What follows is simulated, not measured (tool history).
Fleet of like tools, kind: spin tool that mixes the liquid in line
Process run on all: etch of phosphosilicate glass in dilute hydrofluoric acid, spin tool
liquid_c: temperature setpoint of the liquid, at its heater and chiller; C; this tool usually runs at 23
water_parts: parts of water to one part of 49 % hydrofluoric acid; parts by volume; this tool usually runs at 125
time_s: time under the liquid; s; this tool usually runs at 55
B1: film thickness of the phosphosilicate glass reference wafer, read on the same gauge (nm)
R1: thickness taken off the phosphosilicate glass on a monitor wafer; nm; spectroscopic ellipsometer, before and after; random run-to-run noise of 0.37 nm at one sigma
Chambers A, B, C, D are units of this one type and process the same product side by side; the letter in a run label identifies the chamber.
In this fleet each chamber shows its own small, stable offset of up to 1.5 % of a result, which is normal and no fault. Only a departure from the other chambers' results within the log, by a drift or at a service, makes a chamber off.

Run 1C, hour 6.3: usual settings; B1 30.01. Result: R1 39.543 nm.
Run 2B, hour 18.4: usual settings; B1 29.987. Result: R1 40.717 nm.
Run 3A, hour 24.9: usual settings; B1 29.978. Result: R1 39.202 nm.
Run 4D, hour 32.9: usual settings; B1 30.005. Result: R1 40.476 nm.
Run 5A, hour 43: usual settings; B1 29.986. Result: R1 38.924 nm.
Run 6B, hour 57: usual settings; B1 29.985. Result: R1 39.621 nm.
Run 7D, hour 68.6: usual settings; B1 30. Result: R1 40.228 nm.
Run 8C, hour 82.6: usual settings; B1 30.004. Result: R1 39.322 nm.
Run 9C, hour 91.1: usual settings; B1 29.988. Result: R1 39.237 nm.
Run 10D, hour 101.3: usual settings; B1 30.002. Result: R1 41.412 nm.
At hour 107.2: chamber A: thermometer replaced.
Run 11A, hour 107.7: usual settings; B1 30.006. Result: R1 39.674 nm.
Run 12B, hour 120.8: usual settings; B1 30.017. Result: R1 39.765 nm.
Run 13C, hour 131: usual settings but water_parts 95 parts by volume; B1 30.007. Result: R1 52.532 nm.
Run 14B, hour 137.2: usual settings but water_parts 95 parts by volume; B1 30.006. Result: R1 55.216 nm.
Run 15D, hour 148.8: usual settings but water_parts 95 parts by volume; B1 30.009. Result: R1 57.782 nm.
At hour 152.1: chamber C: hydrofluoric acid flow meter replaced.
Run 16A, hour 155: usual settings but water_parts 95 parts by volume; B1 29.977. Result: R1 52.385 nm.
Run 17B, hour 168.5: usual settings; B1 30.016. Result: R1 40.047 nm.
Run 18D, hour 176.3: usual settings; B1 29.995. Result: R1 42.499 nm.
Run 19A, hour 186.6: usual settings; B1 30. Result: R1 39.857 nm.
Run 20C, hour 195.1: usual settings; B1 30.009. Result: R1 39.325 nm.
Run 21B, hour 204.5: usual settings; B1 30.003. Result: R1 40.717 nm.
Run 22D, hour 215: usual settings; B1 29.991. Result: R1 42.882 nm.
Run 23C, hour 227.3: usual settings; B1 29.996. Result: R1 38.925 nm.
Run 24A, hour 237.2: usual settings; B1 29.986. Result: R1 39.555 nm.
Run 25A, hour 243.8: usual settings but water_parts 155 parts by volume, time_s 70 s; B1 30.006. Result: R1 40.024 nm.
Run 26D, hour 253.3: usual settings but water_parts 155 parts by volume, time_s 70 s; B1 30.005. Result: R1 44.143 nm.
Run 27B, hour 260: usual settings but water_parts 155 parts by volume, time_s 70 s; B1 29.989. Result: R1 39.477 nm.
Run 28C, hour 268.5: usual settings but water_parts 155 parts by volume, time_s 70 s; B1 30.004. Result: R1 38.654 nm.

Next, all 4 chambers run the settings below, one line each with question marks for the results. What does each chamber give?
Run 29A, hour 278.7: usual settings. Result: R1 ?.
Run 29B, hour 278.7: usual settings. Result: R1 ?.
Run 29C, hour 278.7: usual settings. Result: R1 ?.
Run 29D, hour 278.7: usual settings. Result: R1 ?.

run      R1
29A  39.509
29B  39.459
29C  39.056
29D   45.35

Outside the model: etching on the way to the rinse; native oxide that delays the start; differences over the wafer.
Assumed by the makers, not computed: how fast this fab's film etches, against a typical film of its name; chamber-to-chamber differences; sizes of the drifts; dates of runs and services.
